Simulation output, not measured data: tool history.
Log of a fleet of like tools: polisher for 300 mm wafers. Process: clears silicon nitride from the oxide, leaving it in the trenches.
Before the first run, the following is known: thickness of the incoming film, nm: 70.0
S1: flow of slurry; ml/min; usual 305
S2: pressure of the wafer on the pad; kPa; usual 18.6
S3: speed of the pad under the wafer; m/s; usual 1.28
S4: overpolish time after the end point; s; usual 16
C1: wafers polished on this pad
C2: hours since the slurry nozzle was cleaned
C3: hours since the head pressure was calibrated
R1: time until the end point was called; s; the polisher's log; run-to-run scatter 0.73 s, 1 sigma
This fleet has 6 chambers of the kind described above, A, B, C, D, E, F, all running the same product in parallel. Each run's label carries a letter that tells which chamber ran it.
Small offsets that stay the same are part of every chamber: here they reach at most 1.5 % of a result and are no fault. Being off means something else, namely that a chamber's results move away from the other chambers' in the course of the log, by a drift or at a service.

run,hour,S1,S2,S3,S4,C1,C2,C3,R1
# hour 2.9: chamber A: worn pad replaced by a new one
1F,6.7,305,18.6,1.28,16,199,89.4,257.6,72.405
2D,10.8,305,18.6,1.28,16,609,350.4,425.1,71.947
# hour 12.5: chamber E: slurry nozzle cleaned
3A,15.5,305,18.6,1.28,16,176,198.3,425.6,73.53
# hour 16.1: chamber C: worn pad replaced by a new one
4E,22.5,305,18.6,1.28,16,619,10.1,540.8,73.285
5C,30,305,18.6,1.28,16,193,106.1,672,72.697
6B,33.8,305,18.6,1.28,16,700,212.2,286.2,69.69
# hour 34.9: chamber F: worn pad replaced by a new one
7E,41.2,305,18.6,1.28,16,879,28.8,559.5,72.135
# hour 48: chamber D: worn pad replaced by a new one
# hour 49.2: chamber B: worn pad replaced by a new one
8B,49.8,305,18.6,1.28,16,9,228.2,302.2,70.914
9A,53.8,305,18.6,1.28,16,709,236.6,463.9,71.881
# hour 56.8: chamber C: worn pad replaced by a new one
10C,58.8,305,18.6,1.28,16,28,134.9,700.8,70.84
11D,65.9,305,18.6,1.28,16,250,405.5,480.2,72.105
12F,70.6,305,18.6,1.28,16,497,153.3,321.5,71.815
# hour 73.4: chamber D: slurry nozzle cleaned
# hour 76.4: chamber E: worn pad replaced by a new one
13C,78.9,305,22.8,1.14,16,307,155,720.9,66.054
14B,85.6,305,22.8,1.14,16,507,264,338,64.462
# hour 88.9: chamber F: worn pad replaced by a new one
15E,91.2,305,22.8,1.14,16,206,78.8,609.5,68.102
16F,95.2,305,22.8,1.14,16,87,177.9,346.1,65.985
# hour 100.1: chamber C: worn pad replaced by a new one
# hour 101.7: chamber A: worn pad replaced by a new one
17A,102.8,305,22.8,1.14,16,16,285.6,512.9,66.059
18D,110.6,305,22.8,1.14,16,872,37.2,524.9,67.29
# hour 115.8: chamber B: worn pad replaced by a new one
# hour 115.8: chamber D: worn pad replaced by a new one
19F,117.9,305,18.6,1.28,16,403,200.6,368.8,73.33
20E,122.3,395,18.6,1.28,26,639,109.9,640.6,71.81
21B,126.5,395,18.6,1.28,26,149,304.9,378.9,69.919
22C,133.8,395,18.6,1.28,26,470,209.9,775.8,71.073
23A,140.2,395,18.6,1.28,26,536,323,550.3,70.908
# hour 140.6: chamber C: worn pad replaced by a new one
# hour 142.1: chamber F: worn pad replaced by a new one
24D,146.4,395,18.6,1.28,26,426,73,560.7,70.263
25A,151.6,395,18.6,1.28,26,695,334.4,561.7,70.453
26B,159.9,305,18.6,1.28,16,614,338.3,412.3,70.549
27E,168.5,305,18.6,1.28,16,1281,156.1,686.8,73.19
# hour 170.6: chamber E: worn pad replaced by a new one
28C,174.1,305,18.6,1.28,16,466,250.2,816.1,70.699
29D,180.8,305,18.6,1.28,16,904,107.4,595.1,72.776
# hour 181.5: chamber D: worn pad replaced by a new one
# hour 184.9: chamber C: worn pad replaced by a new one
30F,186.8,305,18.6,1.28,16,621,269.5,437.7,72.214
# hour 193.9: chamber B: worn pad replaced by a new one
31E,194.3,305,18.6,1.28,16,330,181.9,712.6,72.404
# hour 196.7: chamber F: worn pad replaced by a new one
# hour 200: chamber A: worn pad replaced by a new one
32D,201.1,305,18.6,1.28,16,273,127.7,615.4,71.131
33C,204.9,305,18.6,1.28,16,279,281,846.9,72.852
34F,212.9,305,18.6,1.28,16,225,295.6,463.8,72.23
35A,217,305,22.1,1.28,16,237,399.8,627.1,61.333
36B,224.1,305,22.1,1.28,16,420,402.5,476.5,59.985

Is one chamber off against the others, does the gauge drift, or is nothing wrong? If a chamber is off, say which, and what the likeliest cause is.

The fleet is healthy, with each chamber sitting at its usual small offset and no drift in the gauge.
